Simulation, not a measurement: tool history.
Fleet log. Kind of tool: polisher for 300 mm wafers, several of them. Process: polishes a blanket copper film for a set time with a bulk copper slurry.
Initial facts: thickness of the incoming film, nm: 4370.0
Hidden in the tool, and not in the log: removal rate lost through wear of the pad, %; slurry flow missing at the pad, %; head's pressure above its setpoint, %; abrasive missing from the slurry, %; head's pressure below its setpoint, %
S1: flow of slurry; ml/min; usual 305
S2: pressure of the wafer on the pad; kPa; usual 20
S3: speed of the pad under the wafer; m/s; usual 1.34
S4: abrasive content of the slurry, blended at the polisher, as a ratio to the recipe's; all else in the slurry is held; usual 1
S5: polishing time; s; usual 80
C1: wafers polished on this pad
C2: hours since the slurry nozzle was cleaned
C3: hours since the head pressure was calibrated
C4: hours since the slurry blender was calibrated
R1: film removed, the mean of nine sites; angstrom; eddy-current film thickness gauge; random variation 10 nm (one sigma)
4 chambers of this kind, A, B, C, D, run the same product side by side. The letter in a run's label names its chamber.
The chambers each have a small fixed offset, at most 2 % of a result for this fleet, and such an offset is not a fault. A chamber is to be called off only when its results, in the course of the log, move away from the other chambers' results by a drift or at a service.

{"run": "1B", "hour": 6.1, "S1": 305, "S2": 20, "S3": 1.34, "S4": 1, "S5": 80, "C1": 366, "C2": 63.7, "C3": 384.1, "C4": 61.4, "R1": 12144}
{"run": "2C", "hour": 16.7, "S1": 305, "S2": 20, "S3": 1.34, "S4": 1, "S5": 80, "C1": 593, "C2": 183.5, "C3": 288.6, "C4": 119.1, "R1": 12190}
{"hour": 17.5, "done": "chamber A: slurry blender recalibrated"}
{"run": "3A", "hour": 22.4, "S1": 305, "S2": 20, "S3": 1.34, "S4": 1, "S5": 80, "C1": 587, "C2": 310.3, "C3": 224, "C4": 4.9, "R1": 12301}
{"hour": 23.6, "done": "chamber A: worn pad replaced by a new one"}
{"run": "4D", "hour": 28.5, "S1": 305, "S2": 20, "S3": 1.34, "S4": 1, "S5": 80, "C1": 384, "C2": 129.4, "C3": 1184.1, "C4": 333.2, "R1": 12477}
{"run": "5B", "hour": 34.7, "S1": 305, "S2": 20, "S3": 1.34, "S4": 1, "S5": 80, "C1": 743, "C2": 92.3, "C3": 412.7, "C4": 90, "R1": 12159}
{"hour": 44.3, "done": "chamber D: head pressure recalibrated"}
{"run": "6C", "hour": 45.7, "S1": 305, "S2": 20, "S3": 1.34, "S4": 1, "S5": 80, "C1": 975, "C2": 212.5, "C3": 317.6, "C4": 148.1, "R1": 12026}
{"run": "7D", "hour": 53.4, "S1": 305, "S2": 20, "S3": 1.34, "S4": 1, "S5": 80, "C1": 712, "C2": 154.3, "C3": 9.2, "C4": 358.1, "R1": 12339}
{"hour": 54.3, "done": "chamber B: worn pad replaced by a new one"}
{"run": "8A", "hour": 60.1, "S1": 305, "S2": 20, "S3": 1.34, "S4": 1, "S5": 80, "C1": 481, "C2": 348, "C3": 261.7, "C4": 42.6, "R1": 12158}
{"hour": 67.2, "done": "chamber D: worn pad replaced by a new one"}
{"run": "9B", "hour": 68.5, "S1": 305, "S2": 20, "S3": 1.34, "S4": 1, "S5": 80, "C1": 188, "C2": 126.1, "C3": 446.5, "C4": 123.8, "R1": 12071}
{"hour": 70.9, "done": "chamber A: worn pad replaced by a new one"}
{"run": "10D", "hour": 79.4, "S1": 305, "S2": 20, "S3": 1.34, "S4": 1, "S5": 80, "C1": 161, "C2": 180.3, "C3": 35.2, "C4": 384.1, "R1": 12242}
{"run": "11A", "hour": 86.4, "S1": 305, "S2": 20, "S3": 1.34, "S4": 1, "S5": 80, "C1": 205, "C2": 374.3, "C3": 288, "C4": 68.9, "R1": 12268}
{"run": "12C", "hour": 96.7, "S1": 305, "S2": 20, "S3": 1.34, "S4": 1, "S5": 80, "C1": 1647, "C2": 263.5, "C3": 368.6, "C4": 199.1, "R1": 11894}
{"hour": 104.6, "done": "chamber C: slurry nozzle cleaned"}
{"run": "13A", "hour": 107.9, "S1": 305, "S2": 20, "S3": 1.34, "S4": 1, "S5": 80, "C1": 488, "C2": 395.8, "C3": 309.5, "C4": 90.4, "R1": 12374}
{"hour": 116.7, "done": "chamber C: head pressure recalibrated"}
{"run": "14D", "hour": 118.3, "S1": 305, "S2": 20, "S3": 1.34, "S4": 1, "S5": 80, "C1": 673, "C2": 219.2, "C3": 74.1, "C4": 423, "R1": 12697}
{"hour": 124.7, "done": "chamber A: worn pad replaced by a new one"}
{"run": "15C", "hour": 124.8, "S1": 305, "S2": 20, "S3": 1, "S4": 0.75, "S5": 80, "C1": 2017, "C2": 20.3, "C3": 8.1, "C4": 227.2, "R1": 8401.8}
{"hour": 129.9, "done": "chamber D: slurry nozzle cleaned"}
{"hour": 131.3, "done": "chamber D: worn pad replaced by a new one"}
{"run": "16B", "hour": 133.1, "S1": 305, "S2": 20, "S3": 1, "S4": 0.75, "S5": 80, "C1": 1038, "C2": 190.7, "C3": 511.1, "C4": 188.4, "R1": 8563.7}
{"hour": 137.9, "done": "chamber B: worn pad replaced by a new one"}
{"run": "17B", "hour": 138.8, "S1": 305, "S2": 20, "S3": 1, "S4": 0.75, "S5": 80, "C1": 11, "C2": 196.4, "C3": 516.8, "C4": 194.1, "R1": 8573.6}
{"run": "18C", "hour": 151.0, "S1": 305, "S2": 20, "S3": 1, "S4": 0.75, "S5": 80, "C1": 2362, "C2": 46.5, "C3": 34.3, "C4": 253.4, "R1": 8416.9}
{"run": "19D", "hour": 163.4, "S1": 305, "S2": 20, "S3": 1.34, "S4": 1, "S5": 80, "C1": 423, "C2": 33.6, "C3": 119.2, "C4": 468.1, "R1": 12543}
{"hour": 166.9, "done": "chamber B: slurry blender recalibrated"}
{"hour": 168.0, "done": "chamber A: worn pad replaced by a new one"}
{"run": "20A", "hour": 174.4, "S1": 305, "S2": 20, "S3": 1.34, "S4": 1, "S5": 80, "C1": 84, "C2": 462.3, "C3": 376, "C4": 156.9, "R1": 12398}
{"run": "21D", "hour": 182.7, "S1": 305, "S2": 20, "S3": 1.34, "S4": 1, "S5": 80, "C1": 677, "C2": 52.9, "C3": 138.5, "C4": 487.4, "R1": 12385}
{"hour": 185.4, "done": "chamber D: slurry blender recalibrated"}
{"run": "22A", "hour": 191.4, "S1": 305, "S2": 20, "S3": 1.34, "S4": 1, "S5": 80, "C1": 308, "C2": 479.3, "C3": 393, "C4": 173.9, "R1": 12200}
{"hour": 192.5, "done": "chamber B: slurry nozzle cleaned"}
{"hour": 196.8, "done": "chamber D: worn pad replaced by a new one"}
{"run": "23B", "hour": 202.5, "S1": 305, "S2": 20, "S3": 1.34, "S4": 1, "S5": 80, "C1": 850, "C2": 10.1, "C3": 580.5, "C4": 35.7, "R1": 12470}
{"run": "24C", "hour": 209.7, "S1": 305, "S2": 20, "S3": 1.34, "S4": 1, "S5": 80, "C1": 3135, "C2": 105.2, "C3": 93, "C4": 312.1, "R1": 11511}
{"hour": 214.5, "done": "chamber A: worn pad replaced by a new one"}
{"run": "25B", "hour": 219.3, "S1": 305, "S2": 20, "S3": 1.34, "S4": 1, "S5": 80, "C1": 1071, "C2": 26.9, "C3": 597.3, "C4": 52.5, "R1": 12177}
{"run": "26D", "hour": 227.6, "S1": 305, "S2": 20, "S3": 1.34, "S4": 1, "S5": 80, "C1": 406, "C2": 97.8, "C3": 183.4, "C4": 42.3, "R1": 12358}
{"run": "27A", "hour": 235.0, "S1": 305, "S2": 20, "S3": 1.34, "S4": 1, "S5": 80, "C1": 270, "C2": 522.9, "C3": 436.6, "C4": 217.5, "R1": 12209}

All chambers now run identical settings, listed one chamber a line with results as question marks. What results will each chamber show?
{"run": "28A", "hour": 244.2, "S1": 210, "S2": 20, "S3": 1.34, "S4": 1, "S5": 80, "R1": "?"}
{"run": "28B", "hour": 244.2, "S1": 210, "S2": 20, "S3": 1.34, "S4": 1, "S5": 80, "R1": "?"}
{"run": "28C", "hour": 244.2, "S1": 210, "S2": 20, "S3": 1.34, "S4": 1, "S5": 80, "R1": "?"}
{"run": "28D", "hour": 244.2, "S1": 210, "S2": 20, "S3": 1.34, "S4": 1, "S5": 80, "R1": "?"}

run=28A R1=11823
run=28B R1=11785
run=28C R1=10960
run=28D R1=11986
